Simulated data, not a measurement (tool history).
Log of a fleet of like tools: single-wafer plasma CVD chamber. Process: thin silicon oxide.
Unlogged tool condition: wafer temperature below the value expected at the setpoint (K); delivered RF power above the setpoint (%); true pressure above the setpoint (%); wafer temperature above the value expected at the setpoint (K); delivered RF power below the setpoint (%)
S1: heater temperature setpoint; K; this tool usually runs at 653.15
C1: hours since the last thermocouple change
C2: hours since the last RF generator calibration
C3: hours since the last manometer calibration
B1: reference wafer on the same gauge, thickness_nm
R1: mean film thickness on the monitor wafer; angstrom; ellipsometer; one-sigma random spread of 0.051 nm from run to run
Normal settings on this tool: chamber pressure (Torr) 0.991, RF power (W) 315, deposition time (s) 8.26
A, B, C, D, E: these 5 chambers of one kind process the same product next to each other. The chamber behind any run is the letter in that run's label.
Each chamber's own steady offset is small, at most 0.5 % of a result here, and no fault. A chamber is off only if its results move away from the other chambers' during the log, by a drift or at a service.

run 1B hour=9.3 | S1=653.15 chamber_pressure_(Torr)=0.991 RF_power_(W)=315 deposition_time_(s)=8.26 | C1=259.0 C2=58.3 C3=849.6 | B1=15.401 | R1=188.11
run 2A hour=22.9 | S1=653.15 chamber_pressure_(Torr)=0.991 RF_power_(W)=315 deposition_time_(s)=8.26 | C1=381.0 C2=481.6 C3=2309.6 | B1=15.406 | R1=188.37
run 3E hour=33.2 | S1=653.15 chamber_pressure_(Torr)=0.991 RF_power_(W)=315 deposition_time_(s)=8.26 | C1=301.6 C2=1642.2 C3=1410.9 | B1=15.410 | R1=187.47
run 4D hour=40.8 | S1=653.15 chamber_pressure_(Torr)=0.991 RF_power_(W)=315 deposition_time_(s)=8.26 | C1=1932.5 C2=1226.6 C3=760.1 | B1=15.397 | R1=188.14
run 5C hour=47.7 | S1=653.15 chamber_pressure_(Torr)=0.991 RF_power_(W)=315 deposition_time_(s)=8.26 | C1=1397.6 C2=610.5 C3=1970.6 | B1=15.404 | R1=188.11
run 6E hour=54.8 | S1=653.15 chamber_pressure_(Torr)=0.991 RF_power_(W)=315 deposition_time_(s)=8.26 | C1=323.2 C2=1663.8 C3=1432.5 | B1=15.403 | R1=187.45
run 7D hour=63.7 | S1=653.15 chamber_pressure_(Torr)=0.991 RF_power_(W)=315 deposition_time_(s)=8.26 | C1=1955.4 C2=1249.5 C3=783.0 | B1=15.404 | R1=187.76
run 8B hour=71.0 | S1=653.15 chamber_pressure_(Torr)=0.991 RF_power_(W)=315 deposition_time_(s)=8.26 | C1=320.7 C2=120.0 C3=911.3 | B1=15.395 | R1=187.46
run 9A hour=79.6 | S1=653.15 chamber_pressure_(Torr)=0.991 RF_power_(W)=315 deposition_time_(s)=9.07 | C1=437.7 C2=538.3 C3=2366.3 | B1=15.405 | R1=207.21
-- hour=88.6 chamber A: capacitance manometer re-zeroed and calibrated
run 10C hour=93.1 | S1=653.15 chamber_pressure_(Torr)=0.991 RF_power_(W)=315 deposition_time_(s)=9.07 | C1=1443.0 C2=655.9 C3=2016.0 | B1=15.407 | R1=206.32
-- hour=94.0 chamber E: RF generator calibrated
run 11C hour=106.2 | S1=653.15 chamber_pressure_(Torr)=0.991 RF_power_(W)=315 deposition_time_(s)=9.07 | C1=1456.1 C2=669.0 C3=2029.1 | B1=15.406 | R1=207.28
run 12B hour=116.1 | S1=653.15 chamber_pressure_(Torr)=0.991 RF_power_(W)=315 deposition_time_(s)=9.07 | C1=365.8 C2=165.1 C3=956.4 | B1=15.400 | R1=205.20
run 13A hour=126.5 | S1=653.15 chamber_pressure_(Torr)=0.991 RF_power_(W)=315 deposition_time_(s)=9.07 | C1=484.6 C2=585.2 C3=37.9 | B1=15.401 | R1=206.53
run 14D hour=136.0 | S1=653.15 chamber_pressure_(Torr)=0.991 RF_power_(W)=315 deposition_time_(s)=8.26 | C1=2027.7 C2=1321.8 C3=855.3 | B1=15.401 | R1=188.80
run 15E hour=144.7 | S1=653.15 chamber_pressure_(Torr)=0.991 RF_power_(W)=315 deposition_time_(s)=8.26 | C1=413.1 C2=50.7 C3=1522.4 | B1=15.412 | R1=188.10
run 16D hour=156.6 | S1=653.15 chamber_pressure_(Torr)=0.991 RF_power_(W)=315 deposition_time_(s)=8.26 | C1=2048.3 C2=1342.4 C3=875.9 | B1=15.404 | R1=188.33
run 17E hour=166.1 | S1=653.15 chamber_pressure_(Torr)=0.991 RF_power_(W)=315 deposition_time_(s)=8.26 | C1=434.5 C2=72.1 C3=1543.8 | B1=15.399 | R1=187.61
-- hour=175.5 chamber D: capacitance manometer re-zeroed and calibrated
run 18C hour=177.6 | S1=653.15 chamber_pressure_(Torr)=0.991 RF_power_(W)=315 deposition_time_(s)=8.26 | C1=1527.5 C2=740.4 C3=2100.5 | B1=15.401 | R1=187.47
run 19A hour=190.7 | S1=640.15 chamber_pressure_(Torr)=0.991 RF_power_(W)=280 deposition_time_(s)=8.26 | C1=548.8 C2=649.4 C3=102.1 | B1=15.393 | R1=181.59
run 20B hour=201.5 | S1=640.15 chamber_pressure_(Torr)=0.991 RF_power_(W)=280 deposition_time_(s)=8.26 | C1=451.2 C2=250.5 C3=1041.8 | B1=15.401 | R1=180.37
-- hour=209.3 chamber D: RF generator calibrated
run 21D hour=213.2 | S1=640.15 chamber_pressure_(Torr)=0.991 RF_power_(W)=280 deposition_time_(s)=8.26 | C1=2104.9 C2=3.9 C3=37.8 | B1=15.414 | R1=182.24
run 22B hour=225.8 | S1=640.15 chamber_pressure_(Torr)=0.991 RF_power_(W)=280 deposition_time_(s)=8.26 | C1=475.5 C2=274.8 C3=1066.1 | B1=15.400 | R1=180.56
run 23A hour=233.7 | S1=640.15 chamber_pressure_(Torr)=0.991 RF_power_(W)=280 deposition_time_(s)=8.26 | C1=591.8 C2=692.4 C3=145.1 | B1=15.397 | R1=181.85
run 24C hour=246.4 | S1=642.15 chamber_pressure_(Torr)=0.776 RF_power_(W)=315 deposition_time_(s)=8.26 | C1=1596.3 C2=809.2 C3=2169.3 | B1=15.390 | R1=154.56
run 25E hour=260.2 | S1=642.15 chamber_pressure_(Torr)=0.776 RF_power_(W)=315 deposition_time_(s)=8.26 | C1=528.6 C2=166.2 C3=1637.9 | B1=15.401 | R1=153.60
run 26D hour=273.2 | S1=642.15 chamber_pressure_(Torr)=0.776 RF_power_(W)=315 deposition_time_(s)=8.26 | C1=2164.9 C2=63.9 C3=97.8 | B1=15.405 | R1=154.43
run 27C hour=285.8 | S1=642.15 chamber_pressure_(Torr)=0.776 RF_power_(W)=315 deposition_time_(s)=8.26 | C1=1635.7 C2=848.6 C3=2208.7 | B1=15.404 | R1=153.98
run 28B hour=298.7 | S1=642.15 chamber_pressure_(Torr)=0.776 RF_power_(W)=315 deposition_time_(s)=8.26 | C1=548.4 C2=347.7 C3=1139.0 | B1=15.399 | R1=154.49
run 29A hour=313.5 | S1=653.15 chamber_pressure_(Torr)=0.991 RF_power_(W)=315 deposition_time_(s)=8.26 | C1=671.6 C2=772.2 C3=224.9 | B1=15.403 | R1=188.55
run 30E hour=321.8 | S1=653.15 chamber_pressure_(Torr)=0.991 RF_power_(W)=315 deposition_time_(s)=8.26 | C1=590.2 C2=227.8 C3=1699.5 | B1=15.396 | R1=187.42
run 31B hour=337.3 | S1=653.15 chamber_pressure_(Torr)=0.991 RF_power_(W)=315 deposition_time_(s)=8.26 | C1=587.0 C2=386.3 C3=1177.6 | B1=15.399 | R1=188.24
run 32C hour=352.4 | S1=653.15 chamber_pressure_(Torr)=0.991 RF_power_(W)=315 deposition_time_(s)=8.26 | C1=1702.3 C2=915.2 C3=2275.3 | B1=15.405 | R1=187.46

The same settings go to every chamber for the next run, one line per chamber below. Forecast the results for each:
run 33A hour=363.6 | S1=653.15 chamber_pressure_(Torr)=0.991 RF_power_(W)=315 deposition_time_(s)=8.26 | R1=?
run 33B hour=363.6 | S1=653.15 chamber_pressure_(Torr)=0.991 RF_power_(W)=315 deposition_time_(s)=8.26 | R1=?
run 33C hour=363.6 | S1=653.15 chamber_pressure_(Torr)=0.991 RF_power_(W)=315 deposition_time_(s)=8.26 | R1=?
run 33D hour=363.6 | S1=653.15 chamber_pressure_(Torr)=0.991 RF_power_(W)=315 deposition_time_(s)=8.26 | R1=?
run 33E hour=363.6 | S1=653.15 chamber_pressure_(Torr)=0.991 RF_power_(W)=315 deposition_time_(s)=8.26 | R1=?

run=33A R1=187.83
run=33B R1=187.04
run=33C R1=188.79
run=33D R1=189.03
run=33E R1=187.92
